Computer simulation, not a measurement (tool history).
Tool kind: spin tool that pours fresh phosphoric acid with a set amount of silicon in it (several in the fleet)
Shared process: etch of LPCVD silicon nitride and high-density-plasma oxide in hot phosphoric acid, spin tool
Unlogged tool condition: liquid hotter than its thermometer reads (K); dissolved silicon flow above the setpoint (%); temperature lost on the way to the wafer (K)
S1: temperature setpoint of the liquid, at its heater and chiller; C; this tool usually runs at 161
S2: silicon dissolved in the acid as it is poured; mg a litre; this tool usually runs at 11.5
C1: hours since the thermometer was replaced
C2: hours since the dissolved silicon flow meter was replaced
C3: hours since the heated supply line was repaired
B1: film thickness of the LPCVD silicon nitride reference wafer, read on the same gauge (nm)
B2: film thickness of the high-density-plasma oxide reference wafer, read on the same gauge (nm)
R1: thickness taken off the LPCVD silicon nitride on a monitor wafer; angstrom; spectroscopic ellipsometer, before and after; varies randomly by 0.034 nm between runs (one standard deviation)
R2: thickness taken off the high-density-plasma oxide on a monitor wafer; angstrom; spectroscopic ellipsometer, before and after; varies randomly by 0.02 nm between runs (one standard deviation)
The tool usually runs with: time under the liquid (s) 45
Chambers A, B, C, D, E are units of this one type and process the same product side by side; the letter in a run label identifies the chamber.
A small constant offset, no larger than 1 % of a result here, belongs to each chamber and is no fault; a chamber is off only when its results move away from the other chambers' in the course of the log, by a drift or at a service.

{"run": "1E", "hour": 6.2, "S1": 161, "S2": 11.5, "time under the liquid (s)": 45, "C1": 94.8, "C2": 1464.9, "C3": 340.5, "B1": 110.04, "B2": 139.97, "R1": 42.039, "R2": 2.3322}
{"run": "2C", "hour": 14.2, "S1": 161, "S2": 11.5, "time under the liquid (s)": 45, "C1": 85.7, "C2": 850.5, "C3": 652.1, "B1": 110.0, "B2": 140.01, "R1": 42.162, "R2": 2.095}
{"run": "3A", "hour": 21.1, "S1": 161, "S2": 11.5, "time under the liquid (s)": 45, "C1": 271.0, "C2": 867.1, "C3": 888.1, "B1": 110.01, "B2": 140.01, "R1": 41.86, "R2": 2.2702}
{"run": "4B", "hour": 29.7, "S1": 161, "S2": 11.5, "time under the liquid (s)": 45, "C1": 743.3, "C2": 227.1, "C3": 143.8, "B1": 109.97, "B2": 140.02, "R1": 41.757, "R2": 1.8635}
{"run": "5D", "hour": 38.0, "S1": 161, "S2": 11.5, "time under the liquid (s)": 45, "C1": 533.2, "C2": 635.1, "C3": 572.7, "B1": 110.02, "B2": 139.98, "R1": 42.401, "R2": 2.3549}
{"run": "6A", "hour": 48.6, "S1": 161, "S2": 11.5, "time under the liquid (s)": 45, "C1": 298.5, "C2": 894.6, "C3": 915.6, "B1": 110.04, "B2": 140.0, "R1": 42.383, "R2": 1.9363}
{"run": "7B", "hour": 57.4, "S1": 162, "S2": 5.5, "time under the liquid (s)": 45, "C1": 771.0, "C2": 254.8, "C3": 171.5, "B1": 110.01, "B2": 139.99, "R1": 43.232, "R2": 2.7894}
{"run": "8D", "hour": 65.7, "S1": 162, "S2": 5.5, "time under the liquid (s)": 45, "C1": 560.9, "C2": 662.8, "C3": 600.4, "B1": 110.0, "B2": 139.96, "R1": 43.692, "R2": 2.7382}
{"run": "9C", "hour": 73.2, "S1": 162, "S2": 5.5, "time under the liquid (s)": 45, "C1": 144.7, "C2": 909.5, "C3": 711.1, "B1": 110.03, "B2": 140.03, "R1": 43.851, "R2": 2.6096}
{"run": "10E", "hour": 81.3, "S1": 162, "S2": 5.5, "time under the liquid (s)": 45, "C1": 169.9, "C2": 1540.0, "C3": 415.6, "B1": 110.05, "B2": 139.99, "R1": 43.83, "R2": 2.7362}
{"run": "11B", "hour": 89.8, "S1": 162, "S2": 5.5, "time under the liquid (s)": 45, "C1": 803.4, "C2": 287.2, "C3": 203.9, "B1": 109.97, "B2": 139.99, "R1": 43.435, "R2": 2.592}
{"run": "12E", "hour": 98.9, "S1": 161, "S2": 11.5, "time under the liquid (s)": 45, "C1": 187.5, "C2": 1557.6, "C3": 433.2, "B1": 110.02, "B2": 139.99, "R1": 42.687, "R2": 1.6057}
{"run": "13D", "hour": 107.8, "S1": 161, "S2": 11.5, "time under the liquid (s)": 45, "C1": 603.0, "C2": 704.9, "C3": 642.5, "B1": 109.98, "B2": 139.97, "R1": 43.037, "R2": 1.9734}
{"run": "14C", "hour": 115.1, "S1": 161, "S2": 6.5, "time under the liquid (s)": 60, "C1": 186.6, "C2": 951.4, "C3": 753.0, "B1": 109.97, "B2": 139.98, "R1": 56.22, "R2": 2.3814}
{"hour": 118.5, "done": "chamber E: dissolved silicon flow meter replaced"}
{"run": "15A", "hour": 121.2, "S1": 161, "S2": 6.5, "time under the liquid (s)": 60, "C1": 371.1, "C2": 967.2, "C3": 988.2, "B1": 110.01, "B2": 139.99, "R1": 55.304, "R2": 2.7111}
{"run": "16D", "hour": 129.8, "S1": 161, "S2": 6.5, "time under the liquid (s)": 60, "C1": 625.0, "C2": 726.9, "C3": 664.5, "B1": 110.01, "B2": 140.0, "R1": 56.178, "R2": 2.7118}
{"run": "17C", "hour": 140.7, "S1": 161, "S2": 6.5, "time under the liquid (s)": 60, "C1": 212.2, "C2": 977.0, "C3": 778.6, "B1": 110.02, "B2": 140.02, "R1": 56.483, "R2": 3.3019}
{"run": "18B", "hour": 151.1, "S1": 161, "S2": 6.5, "time under the liquid (s)": 60, "C1": 864.7, "C2": 348.5, "C3": 265.2, "B1": 109.97, "B2": 140.0, "R1": 56.611, "R2": 2.5949}
{"run": "19A", "hour": 157.7, "S1": 161, "S2": 11.5, "time under the liquid (s)": 45, "C1": 407.6, "C2": 1003.7, "C3": 1024.7, "B1": 110.01, "B2": 140.0, "R1": 41.613, "R2": 2.1976}
{"run": "20E", "hour": 166.3, "S1": 161, "S2": 11.5, "time under the liquid (s)": 45, "C1": 254.9, "C2": 47.9, "C3": 500.6, "B1": 110.02, "B2": 140.0, "R1": 41.975, "R2": 2.242}
{"run": "21C", "hour": 178.3, "S1": 161, "S2": 11.5, "time under the liquid (s)": 45, "C1": 249.8, "C2": 1014.6, "C3": 816.2, "B1": 110.01, "B2": 140.0, "R1": 41.788, "R2": 2.0552}
{"run": "22E", "hour": 187.1, "S1": 161, "S2": 11.5, "time under the liquid (s)": 45, "C1": 275.7, "C2": 68.7, "C3": 521.4, "B1": 110.03, "B2": 139.99, "R1": 42.278, "R2": 2.0735}
{"run": "23D", "hour": 194.3, "S1": 161, "S2": 11.5, "time under the liquid (s)": 45, "C1": 689.5, "C2": 791.4, "C3": 729.0, "B1": 110.0, "B2": 140.01, "R1": 42.142, "R2": 1.6587}
{"run": "24A", "hour": 201.5, "S1": 161, "S2": 11.5, "time under the liquid (s)": 45, "C1": 451.4, "C2": 1047.5, "C3": 1068.5, "B1": 110.0, "B2": 140.0, "R1": 42.392, "R2": 1.6399}
{"run": "25B", "hour": 207.4, "S1": 160, "S2": 11.5, "time under the liquid (s)": 45, "C1": 921.0, "C2": 404.8, "C3": 321.5, "B1": 110.01, "B2": 140.01, "R1": 41.674, "R2": 2.0425}
{"run": "26C", "hour": 219.3, "S1": 160, "S2": 11.5, "time under the liquid (s)": 45, "C1": 290.8, "C2": 1055.6, "C3": 857.2, "B1": 110.04, "B2": 139.99, "R1": 40.512, "R2": 2.2146}
{"run": "27A", "hour": 225.8, "S1": 160, "S2": 11.5, "time under the liquid (s)": 45, "C1": 475.7, "C2": 1071.8, "C3": 1092.8, "B1": 110.04, "B2": 140.0, "R1": 40.301, "R2": 1.7178}
{"run": "28D", "hour": 233.7, "S1": 160, "S2": 11.5, "time under the liquid (s)": 45, "C1": 728.9, "C2": 830.8, "C3": 768.4, "B1": 109.95, "B2": 140.03, "R1": 40.919, "R2": 1.6587}
{"run": "29E", "hour": 240.9, "S1": 160, "S2": 11.5, "time under the liquid (s)": 45, "C1": 329.5, "C2": 122.5, "C3": 575.2, "B1": 110.03, "B2": 140.01, "R1": 40.775, "R2": 1.9534}
{"run": "30B", "hour": 251.9, "S1": 163, "S2": 11.5, "time under the liquid (s)": 45, "C1": 965.5, "C2": 449.3, "C3": 366.0, "B1": 109.99, "B2": 140.0, "R1": 44.465, "R2": 2.3719}
{"run": "31D", "hour": 263.4, "S1": 163, "S2": 11.5, "time under the liquid (s)": 45, "C1": 758.6, "C2": 860.5, "C3": 798.1, "B1": 110.02, "B2": 140.0, "R1": 45.297, "R2": 2.4486}
{"hour": 263.9, "done": "chamber A: thermometer replaced"}
{"run": "32E", "hour": 273.7, "S1": 163, "S2": 11.5, "time under the liquid (s)": 45, "C1": 362.3, "C2": 155.3, "C3": 608.0, "B1": 110.02, "B2": 139.99, "R1": 44.877, "R2": 2.9873}
{"run": "33B", "hour": 285.5, "S1": 163, "S2": 11.5, "time under the liquid (s)": 45, "C1": 999.1, "C2": 482.9, "C3": 399.6, "B1": 110.03, "B2": 139.97, "R1": 44.91, "R2": 2.1025}
{"run": "34C", "hour": 292.1, "S1": 163, "S2": 11.5, "time under the liquid (s)": 45, "C1": 363.6, "C2": 1128.4, "C3": 930.0, "B1": 110.03, "B2": 139.99, "R1": 44.633, "R2": 2.6894}
{"run": "35A", "hour": 300.9, "S1": 161, "S2": 11.5, "time under the liquid (s)": 45, "C1": 37.0, "C2": 1146.9, "C3": 1167.9, "B1": 109.98, "B2": 139.98, "R1": 41.216, "R2": 2.517}
{"hour": 308.8, "done": "chamber A: heated supply line repaired"}
{"run": "36B", "hour": 312.5, "S1": 161, "S2": 11.5, "time under the liquid (s)": 45, "C1": 1026.1, "C2": 509.9, "C3": 426.6, "B1": 110.0, "B2": 140.01, "R1": 42.162, "R2": 1.8264}
{"run": "37C", "hour": 322.4, "S1": 161, "S2": 11.5, "time under the liquid (s)": 45, "C1": 393.9, "C2": 1158.7, "C3": 960.3, "B1": 109.96, "B2": 139.97, "R1": 41.683, "R2": 2.0797}
{"run": "38E", "hour": 332.1, "S1": 161, "S2": 11.5, "time under the liquid (s)": 45, "C1": 420.7, "C2": 213.7, "C3": 666.4, "B1": 109.97, "B2": 140.0, "R1": 42.43, "R2": 2.2608}
{"run": "39A", "hour": 342.3, "S1": 161, "S2": 11.5, "time under the liquid (s)": 45, "C1": 78.4, "C2": 1188.3, "C3": 33.5, "B1": 109.98, "B2": 139.99, "R1": 42.451, "R2": 1.9681}

One chamber off, gauge drift, or nothing amiss beyond the chambers' own small offsets? If it is a chamber, which one, and what is the likeliest cause?

No chamber is off and the gauge is stable; the differences are just each chamber's small, constant offset.

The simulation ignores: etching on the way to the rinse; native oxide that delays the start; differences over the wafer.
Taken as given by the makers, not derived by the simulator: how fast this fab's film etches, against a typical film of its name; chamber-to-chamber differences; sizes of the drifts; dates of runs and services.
